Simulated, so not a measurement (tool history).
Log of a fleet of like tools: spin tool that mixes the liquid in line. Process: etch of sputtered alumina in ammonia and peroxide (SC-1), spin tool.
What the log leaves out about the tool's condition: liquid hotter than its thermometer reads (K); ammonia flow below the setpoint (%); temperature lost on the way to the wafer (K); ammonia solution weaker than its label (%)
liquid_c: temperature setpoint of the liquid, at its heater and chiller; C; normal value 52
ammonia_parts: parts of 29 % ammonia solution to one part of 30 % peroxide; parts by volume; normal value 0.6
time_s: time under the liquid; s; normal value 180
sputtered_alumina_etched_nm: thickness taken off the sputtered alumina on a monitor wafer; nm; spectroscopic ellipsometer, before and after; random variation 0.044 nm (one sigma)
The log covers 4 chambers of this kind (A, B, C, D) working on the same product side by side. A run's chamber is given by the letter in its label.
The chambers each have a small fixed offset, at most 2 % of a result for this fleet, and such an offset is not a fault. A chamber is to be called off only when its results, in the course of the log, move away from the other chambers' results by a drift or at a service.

run   hour  liquid_c  ammonia_parts  time_s  hours since the thermometer was replaced  hours since the ammonia flow meter was replaced  hours since the heated supply line was repaired  hours since the drum of ammonia solution was connected  read-back film thickness of the sputtered alumina reference wafer, read on the same gauge (nm)  sputtered_alumina_etched_nm
 1D    3.7        52            0.6     180                                    2011.5                                            711.3                                             4110                                                     508                                                                                          139.99                       14.573
 2A    7.9        52            0.6     180                                        92                                            871.2                                            573.7                                                     587                                                                                          140.02                       14.474
 3C   11.4        52            0.6     180                                      53.1                                            693.8                                            805.9                                                  1118.1                                                                                          140.01                       14.256
      12.2  -- chamber D: heated supply line repaired
 4B   15.9        52            0.6     180                                     114.4                                           1229.4                                            469.8                                                     142                                                                                          140.01                       14.641
      16.2  -- chamber C: new drum of ammonia solution connected
 5B   21.2        52            0.6     180                                     119.7                                           1234.7                                            475.1                                                   147.3                                                                                          139.99                       14.784
 6D   26.5        52            0.6     180                                    2034.3                                            734.1                                             14.3                                                   530.8                                                                                             140                       14.588
 7A   30.1        52            0.6     180                                     114.2                                            893.4                                            595.9                                                   609.2                                                                                          139.99                        14.39
 8C   33.5        52            0.6     180                                      75.2                                            715.9                                              828                                                    17.3                                                                                          139.98                       14.393
 9C   37.2        52            0.6     180                                      78.9                                            719.6                                            831.7                                                      21                                                                                          139.99                       14.325
10D     40        52            0.6     180                                    2047.8                                            747.6                                             27.8                                                   544.3                                                                                          140.02                       14.537
11A   43.4        52            0.6     180                                     127.5                                            906.7                                            609.2                                                   622.5                                                                                          140.03                       14.475
        46  -- chamber A: ammonia flow meter replaced
12B   47.6        52            0.3     180                                     146.1                                           1261.1                                            501.5                                                   173.7                                                                                          139.99                       13.745
13C   50.2        52            0.3     180                                      91.9                                            732.6                                            844.7                                                      34                                                                                          139.98                       13.416
14A   54.2        52            0.3     180                                     138.3                                              8.3                                              620                                                   633.3                                                                                          140.01                       13.515
15D   58.7        52            0.3     180                                    2066.5                                            766.3                                             46.5                                                     563                                                                                          139.99                       13.601
16B   63.7        52            0.6     180                                     162.2                                           1277.2                                            517.6                                                   189.8                                                                                          140.01                       14.696
17B   68.5        52            0.6     180                                       167                                             1282                                            522.4                                                   194.6                                                                                          140.01                       14.662
18A   71.1        52            0.6     180                                     155.2                                             25.2                                            636.9                                                   650.2                                                                                          139.99                       14.409
19C   76.3        45           0.75     180                                       118                                            758.7                                            870.8                                                    60.1                                                                                          140.01                       9.9636
20D   81.5        45           0.75     180                                    2089.3                                            789.1                                             69.3                                                   585.8                                                                                          140.02                       10.069
21B   84.5        45           0.75     180                                       183                                             1298                                            538.4                                                   210.6                                                                                          140.01                       10.159
22A     89        45           0.75     180                                     173.1                                             43.1                                            654.8                                                   668.1                                                                                          139.98                       9.9083
23D   92.8        52            0.6     180                                    2100.6                                            800.4                                             80.6                                                   597.1                                                                                             140                       14.617
24C   97.2        52            0.6     180                                     138.9                                            779.6                                            891.7                                                      81                                                                                          139.98                       14.323
25A  101.8        52            0.6     180                                     185.9                                             55.9                                            667.6                                                   680.9                                                                                          139.99                        14.47
26B  104.1        59            0.6     285                                     202.6                                           1317.6                                              558                                                   230.2                                                                                          139.98                       33.644
27D  107.9        59            0.6     285                                    2115.7                                            815.5                                             95.7                                                   612.2                                                                                          139.99                       33.347
28C  112.4        59            0.6     285                                     154.1                                            794.8                                            906.9                                                    96.2                                                                                          140.01                       32.908
29B    116        59            0.6     285                                     214.5                                           1329.5                                            569.9                                                   242.1                                                                                          140.01                       33.798
30A  120.7        52           0.45     270                                     204.8                                             74.8                                            686.5                                                   699.8                                                                                          140.01                       21.077
31D    125        52           0.45     270                                    2132.8                                            832.6                                            112.8                                                   629.3                                                                                          140.01                       21.327
32C  128.7        52           0.45     270                                     170.4                                            811.1                                            923.2                                                   112.5                                                                                          140.01                       21.047
33D  131.3        52           0.45     270                                    2139.1                                            838.9                                            119.1                                                   635.6                                                                                             140                       21.269
34A  133.6        47            0.6     105                                     217.7                                             87.7                                            699.4                                                   712.7                                                                                          140.01                       6.3692
35C  137.9        47            0.6     105                                     179.6                                            820.3                                            932.4                                                   121.7                                                                                          139.98                       6.3076
36B    142        47            0.6     105                                     240.5                                           1355.5                                            595.9                                                   268.1                                                                                          139.99                       6.4792
37B  144.6        47            0.6     105                                     243.1                                           1358.1                                            598.5                                                   270.7                                                                                             140                       6.5238
38C    147        52            0.6     180                                     188.7                                            829.4                                            941.5                                                   130.8                                                                                             140                       14.322
39A  151.2        48            0.6     275                                     235.3                                            105.3                                              717                                                   730.3                                                                                          140.01                       17.561
40D    154        48            0.6     275                                    2161.8                                            861.6                                            141.8                                                   658.3                                                                                             140                       17.877

Next, every chamber runs the same settings. What will each give?
41A  157.9        52           0.45     180                                                                                                                                                                                                                                                                                                                                ?
41B  157.9        52           0.45     180                                                                                                                                                                                                                                                                                                                                ?
41C  157.9        52           0.45     180                                                                                                                                                                                                                                                                                                                                ?
41D  157.9        52           0.45     180                                                                                                                                                                                                                                                                                                                                ?

run  sputtered_alumina_etched_nm
41A                       13.992
41B                       14.381
41C                       13.926
41D                       14.128

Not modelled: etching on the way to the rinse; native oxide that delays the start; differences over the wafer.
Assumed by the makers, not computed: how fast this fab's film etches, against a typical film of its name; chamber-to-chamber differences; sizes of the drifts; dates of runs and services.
